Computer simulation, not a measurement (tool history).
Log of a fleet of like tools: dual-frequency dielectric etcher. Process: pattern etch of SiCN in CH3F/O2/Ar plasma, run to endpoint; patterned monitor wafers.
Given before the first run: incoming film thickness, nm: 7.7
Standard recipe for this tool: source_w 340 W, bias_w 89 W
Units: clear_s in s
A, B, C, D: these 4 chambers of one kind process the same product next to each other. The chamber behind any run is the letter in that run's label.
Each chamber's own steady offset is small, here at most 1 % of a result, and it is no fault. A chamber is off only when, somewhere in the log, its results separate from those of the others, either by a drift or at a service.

run   hour  source_w  bias_w  clear_s
 1B    4.5       340      89   20.048
 2D   13.1       340      89   20.174
 3C   20.7       340      89   20.174
 4A   28.7       340      89   20.245
 5B   33.6       340      89   19.972
 6A   41.5       340      89   20.239
 7D   46.8       370      96   19.070
 8C   54.6       370      96   18.894
 9B   62.3       370      96   18.756
10C   67.0       370      96   18.899
11A   71.2       300      81   21.846
12D   75.4       300      81   21.783
13A   84.0       300      81   21.785
14C   89.0       300      81   21.815
15B   98.1       340      89   20.067
16D  104.4       340      89   19.937
17C  109.1       340      89   20.076
18A  114.6       340      89   20.275
19D  122.1       340      89   19.774
20B  127.3       340      89   19.947
21C  135.4       340      89   20.136
22D  144.5       340      89   19.738
23B  149.1       340      89   20.020
24A  157.1       340      89   20.164

Read the log: is a single chamber off, either drifting away or since a service, is the gauge that measures every chamber drifting, or is nothing wrong beyond small per-chamber offsets? Name any odd chamber and what most likely caused it.

It is chamber D that slowly wanders off from its peers.
Most likely cause: etch rate over this chamber's usual, % = 3.14.

Here are 4 candidates for chamber D's next run, each the usual settings with a change, their results left as question marks. Which one brings its results back in line with what the others give on the usual settings?
To be in line, a result may differ from the other chambers' mean on the usual settings by at most: clear_s 0.220 s
25D-1  163.7       330      86        ?
25D-2  163.7       340     104        ?
25D-3  163.7       350      92        ?
25D-4  163.7       290      89        ?

Other chambers, usual settings, mean: clear_s 20.092 s
  run  clear_s
25D-1   20.036
25D-2   18.432
25D-3   19.107
25D-4   20.761
The right change is 25D-1: it brings the chamber back within the allowed miss of the others.
